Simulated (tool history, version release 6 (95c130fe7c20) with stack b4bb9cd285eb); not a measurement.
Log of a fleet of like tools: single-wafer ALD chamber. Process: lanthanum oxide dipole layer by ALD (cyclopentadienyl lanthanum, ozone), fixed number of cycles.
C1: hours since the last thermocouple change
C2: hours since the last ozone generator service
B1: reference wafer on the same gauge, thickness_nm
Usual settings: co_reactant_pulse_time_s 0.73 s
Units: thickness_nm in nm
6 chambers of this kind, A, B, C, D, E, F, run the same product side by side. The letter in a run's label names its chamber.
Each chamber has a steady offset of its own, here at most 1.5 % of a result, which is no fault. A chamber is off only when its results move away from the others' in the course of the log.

run 1D day=0.275 | co_reactant_pulse_time_s=0.73 | C1=1597.9 C2=1586.6 | B1=0.51196 | thickness_nm=0.43801
run 2A day=0.475 | co_reactant_pulse_time_s=0.73 | C1=1285.3 C2=372.4 | B1=0.51183 | thickness_nm=0.43995
run 3B day=0.758 | co_reactant_pulse_time_s=0.73 | C1=619.9 C2=1263.4 | B1=0.51190 | thickness_nm=0.43894
run 4C day=1.075 | co_reactant_pulse_time_s=0.73 | C1=212.2 C2=874.8 | B1=0.51196 | thickness_nm=0.44330
run 5F day=1.333 | co_reactant_pulse_time_s=0.73 | C1=1213.7 C2=361.6 | B1=0.51206 | thickness_nm=0.44501
run 6E day=1.488 | co_reactant_pulse_time_s=0.73 | C1=1629.8 C2=332.5 | B1=0.51199 | thickness_nm=0.44177
run 7D day=1.750 | co_reactant_pulse_time_s=0.73 | C1=1633.3 C2=1622.0 | B1=0.51182 | thickness_nm=0.44014
run 8A day=1.979 | co_reactant_pulse_time_s=0.73 | C1=1321.4 C2=408.5 | B1=0.51227 | thickness_nm=0.44285
-- day=2.150 chamber D: ozone generator serviced
run 9C day=2.150 | co_reactant_pulse_time_s=0.73 | C1=238.0 C2=900.6 | B1=0.51232 | thickness_nm=0.44170
run 10B day=2.400 | co_reactant_pulse_time_s=0.73 | C1=659.3 C2=1302.8 | B1=0.51211 | thickness_nm=0.43923
run 11E day=2.629 | co_reactant_pulse_time_s=0.73 | C1=1657.2 C2=359.9 | B1=0.51176 | thickness_nm=0.44212
run 12F day=2.908 | co_reactant_pulse_time_s=0.73 | C1=1251.5 C2=399.4 | B1=0.51195 | thickness_nm=0.44366
run 13A day=3.229 | co_reactant_pulse_time_s=0.73 | C1=1351.4 C2=438.5 | B1=0.51197 | thickness_nm=0.43932
run 14E day=3.512 | co_reactant_pulse_time_s=0.73 | C1=1678.4 C2=381.1 | B1=0.51224 | thickness_nm=0.44115
run 15D day=3.733 | co_reactant_pulse_time_s=0.51 | C1=1680.9 C2=38.0 | B1=0.51196 | thickness_nm=0.36781
run 16C day=3.967 | co_reactant_pulse_time_s=0.51 | C1=281.6 C2=944.2 | B1=0.51196 | thickness_nm=0.36798
run 17B day=4.229 | co_reactant_pulse_time_s=0.51 | C1=703.2 C2=1346.7 | B1=0.51230 | thickness_nm=0.36955
run 18F day=4.442 | co_reactant_pulse_time_s=0.51 | C1=1288.3 C2=436.2 | B1=0.51214 | thickness_nm=0.36970
run 19F day=4.633 | co_reactant_pulse_time_s=0.51 | C1=1292.9 C2=440.8 | B1=0.51194 | thickness_nm=0.37021
run 20B day=4.829 | co_reactant_pulse_time_s=0.51 | C1=717.6 C2=1361.1 | B1=0.51187 | thickness_nm=0.36806
run 21A day=5.000 | co_reactant_pulse_time_s=0.85 | C1=1393.9 C2=481.0 | B1=0.51174 | thickness_nm=0.46875
run 22C day=5.338 | co_reactant_pulse_time_s=0.85 | C1=314.5 C2=977.1 | B1=0.51222 | thickness_nm=0.47224
run 23E day=5.588 | co_reactant_pulse_time_s=0.85 | C1=1728.2 C2=430.9 | B1=0.51177 | thickness_nm=0.46925
run 24D day=5.796 | co_reactant_pulse_time_s=0.85 | C1=1730.4 C2=87.5 | B1=0.51203 | thickness_nm=0.46865
run 25A day=6.129 | co_reactant_pulse_time_s=0.85 | C1=1421.0 C2=508.1 | B1=0.51194 | thickness_nm=0.46547
run 26C day=6.338 | co_reactant_pulse_time_s=0.85 | C1=338.5 C2=1001.1 | B1=0.51179 | thickness_nm=0.47163
run 27B day=6.546 | co_reactant_pulse_time_s=0.51 | C1=758.8 C2=1402.3 | B1=0.51213 | thickness_nm=0.36820
run 28F day=6.775 | co_reactant_pulse_time_s=0.51 | C1=1344.3 C2=492.2 | B1=0.51199 | thickness_nm=0.37148
run 29E day=7.121 | co_reactant_pulse_time_s=0.51 | C1=1765.0 C2=467.7 | B1=0.51202 | thickness_nm=0.36724
run 30D day=7.392 | co_reactant_pulse_time_s=0.51 | C1=1768.7 C2=125.8 | B1=0.51210 | thickness_nm=0.36638
run 31D day=7.542 | co_reactant_pulse_time_s=0.51 | C1=1772.3 C2=129.4 | B1=0.51230 | thickness_nm=0.36895
run 32A day=7.821 | co_reactant_pulse_time_s=0.51 | C1=1461.6 C2=548.7 | B1=0.51176 | thickness_nm=0.36102
run 33C day=8.004 | co_reactant_pulse_time_s=0.55 | C1=378.5 C2=1041.1 | B1=0.51192 | thickness_nm=0.38529
run 34E day=8.279 | co_reactant_pulse_time_s=0.55 | C1=1792.8 C2=495.5 | B1=0.51157 | thickness_nm=0.38234
run 35B day=8.438 | co_reactant_pulse_time_s=0.55 | C1=804.2 C2=1447.7 | B1=0.51236 | thickness_nm=0.38419
run 36F day=8.692 | co_reactant_pulse_time_s=0.55 | C1=1390.3 C2=538.2 | B1=0.51230 | thickness_nm=0.38623
run 37D day=8.942 | co_reactant_pulse_time_s=0.55 | C1=1805.9 C2=163.0 | B1=0.51205 | thickness_nm=0.38271
run 38E day=9.171 | co_reactant_pulse_time_s=0.55 | C1=1814.2 C2=516.9 | B1=0.51191 | thickness_nm=0.38380

Next, every chamber runs the same settings. What will each give?
run 39A day=9.417 | co_reactant_pulse_time_s=0.73 | thickness_nm=?
run 39B day=9.417 | co_reactant_pulse_time_s=0.73 | thickness_nm=?
run 39C day=9.417 | co_reactant_pulse_time_s=0.73 | thickness_nm=?
run 39D day=9.417 | co_reactant_pulse_time_s=0.73 | thickness_nm=?
run 39E day=9.417 | co_reactant_pulse_time_s=0.73 | thickness_nm=?
run 39F day=9.417 | co_reactant_pulse_time_s=0.73 | thickness_nm=?

run=39A thickness_nm=0.43151
run=39B thickness_nm=0.44081
run=39C thickness_nm=0.44306
run=39D thickness_nm=0.43802
run=39E thickness_nm=0.44126
run=39F thickness_nm=0.44120
